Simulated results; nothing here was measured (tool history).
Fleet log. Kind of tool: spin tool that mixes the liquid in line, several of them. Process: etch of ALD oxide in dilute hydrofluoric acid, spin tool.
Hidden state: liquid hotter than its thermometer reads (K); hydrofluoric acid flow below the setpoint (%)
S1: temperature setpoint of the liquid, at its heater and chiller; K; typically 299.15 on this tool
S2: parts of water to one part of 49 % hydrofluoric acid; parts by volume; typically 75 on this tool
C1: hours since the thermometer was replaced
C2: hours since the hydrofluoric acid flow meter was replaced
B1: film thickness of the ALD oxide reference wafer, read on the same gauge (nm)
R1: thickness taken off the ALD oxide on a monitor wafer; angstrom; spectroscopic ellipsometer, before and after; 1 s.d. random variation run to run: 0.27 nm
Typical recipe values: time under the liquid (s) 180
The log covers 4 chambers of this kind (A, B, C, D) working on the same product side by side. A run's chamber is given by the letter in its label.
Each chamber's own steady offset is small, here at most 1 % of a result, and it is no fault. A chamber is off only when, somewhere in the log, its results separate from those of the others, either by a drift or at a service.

{"run": "1A", "hour": 7.2, "S1": 299.15, "S2": 75, "time under the liquid (s)": 180, "C1": 905, "C2": 1365.6, "B1": 100.01, "R1": 323.72}
{"run": "2B", "hour": 14.9, "S1": 299.15, "S2": 75, "time under the liquid (s)": 180, "C1": 730.4, "C2": 897, "B1": 100.01, "R1": 324.49}
{"run": "3C", "hour": 23.4, "S1": 299.15, "S2": 75, "time under the liquid (s)": 180, "C1": 837.6, "C2": 870.4, "B1": 99.998, "R1": 323.58}
{"run": "4D", "hour": 34.6, "S1": 299.15, "S2": 75, "time under the liquid (s)": 180, "C1": 767.4, "C2": 458.1, "B1": 99.985, "R1": 323.23}
{"run": "5A", "hour": 42.1, "S1": 299.15, "S2": 75, "time under the liquid (s)": 180, "C1": 939.9, "C2": 1400.5, "B1": 99.988, "R1": 321.72}
{"hour": 45.4, "done": "chamber C: hydrofluoric acid flow meter replaced"}
{"hour": 53.2, "done": "chamber D: thermometer replaced"}
{"run": "6B", "hour": 54.2, "S1": 299.15, "S2": 75, "time under the liquid (s)": 180, "C1": 769.7, "C2": 936.3, "B1": 100, "R1": 322.9}
{"hour": 63.2, "done": "chamber A: hydrofluoric acid flow meter replaced"}
{"run": "7D", "hour": 66.8, "S1": 299.15, "S2": 75, "time under the liquid (s)": 180, "C1": 13.6, "C2": 490.3, "B1": 100.01, "R1": 332.13}
{"run": "8C", "hour": 78.0, "S1": 299.15, "S2": 75, "time under the liquid (s)": 180, "C1": 892.2, "C2": 32.6, "B1": 99.993, "R1": 323.34}
{"run": "9C", "hour": 85.3, "S1": 299.15, "S2": 75, "time under the liquid (s)": 180, "C1": 899.5, "C2": 39.9, "B1": 99.989, "R1": 324.12}
{"run": "10B", "hour": 92.7, "S1": 299.15, "S2": 75, "time under the liquid (s)": 180, "C1": 808.2, "C2": 974.8, "B1": 99.995, "R1": 328.45}
{"run": "11D", "hour": 105.6, "S1": 299.15, "S2": 75, "time under the liquid (s)": 180, "C1": 52.4, "C2": 529.1, "B1": 99.997, "R1": 325.37}
{"run": "12A", "hour": 117.8, "S1": 299.15, "S2": 75, "time under the liquid (s)": 180, "C1": 1015.6, "C2": 54.7, "B1": 100.02, "R1": 323.79}
{"run": "13A", "hour": 130.5, "S1": 299.15, "S2": 75, "time under the liquid (s)": 180, "C1": 1028.3, "C2": 67.4, "B1": 100.01, "R1": 324.01}
{"run": "14C", "hour": 138.5, "S1": 299.15, "S2": 75, "time under the liquid (s)": 180, "C1": 952.7, "C2": 93.1, "B1": 99.991, "R1": 333.44}
{"run": "15B", "hour": 147.4, "S1": 299.15, "S2": 60, "time under the liquid (s)": 180, "C1": 862.9, "C2": 1029.5, "B1": 100.01, "R1": 415.39}
{"run": "16D", "hour": 158.0, "S1": 299.15, "S2": 60, "time under the liquid (s)": 180, "C1": 104.8, "C2": 581.5, "B1": 99.982, "R1": 413.54}
{"run": "17D", "hour": 170.1, "S1": 299.15, "S2": 60, "time under the liquid (s)": 180, "C1": 116.9, "C2": 593.6, "B1": 99.998, "R1": 413.53}
{"run": "18A", "hour": 180.6, "S1": 299.15, "S2": 60, "time under the liquid (s)": 180, "C1": 1078.4, "C2": 117.5, "B1": 100, "R1": 409.75}
{"run": "19C", "hour": 195.9, "S1": 299.15, "S2": 75, "time under the liquid (s)": 180, "C1": 1010.1, "C2": 150.5, "B1": 100, "R1": 341.08}
{"run": "20B", "hour": 208.1, "S1": 299.15, "S2": 75, "time under the liquid (s)": 180, "C1": 923.6, "C2": 1090.2, "B1": 100.01, "R1": 325.73}
{"run": "21A", "hour": 223.8, "S1": 299.15, "S2": 75, "time under the liquid (s)": 180, "C1": 1121.6, "C2": 160.7, "B1": 100.01, "R1": 324.12}
{"run": "22C", "hour": 231.0, "S1": 299.15, "S2": 75, "time under the liquid (s)": 180, "C1": 1045.2, "C2": 185.6, "B1": 99.996, "R1": 346.38}
{"run": "23B", "hour": 244.8, "S1": 299.15, "S2": 75, "time under the liquid (s)": 180, "C1": 960.3, "C2": 1126.9, "B1": 99.995, "R1": 324.93}
{"run": "24D", "hour": 255.4, "S1": 299.15, "S2": 75, "time under the liquid (s)": 225, "C1": 202.2, "C2": 678.9, "B1": 100.01, "R1": 411.82}
{"run": "25C", "hour": 270.2, "S1": 299.15, "S2": 75, "time under the liquid (s)": 225, "C1": 1084.4, "C2": 224.8, "B1": 100.01, "R1": 440.32}

The same settings go to every chamber for the next run, one line per chamber below. Forecast the results for each:
{"run": "26A", "hour": 281.6, "S1": 299.15, "S2": 75, "time under the liquid (s)": 180, "R1": "?"}
{"run": "26B", "hour": 281.6, "S1": 299.15, "S2": 75, "time under the liquid (s)": 180, "R1": "?"}
{"run": "26C", "hour": 281.6, "S1": 299.15, "S2": 75, "time under the liquid (s)": 180, "R1": "?"}
{"run": "26D", "hour": 281.6, "S1": 299.15, "S2": 75, "time under the liquid (s)": 180, "R1": "?"}

run=26A R1=322.21
run=26B R1=327.06
run=26C R1=353.57
run=26D R1=323.86

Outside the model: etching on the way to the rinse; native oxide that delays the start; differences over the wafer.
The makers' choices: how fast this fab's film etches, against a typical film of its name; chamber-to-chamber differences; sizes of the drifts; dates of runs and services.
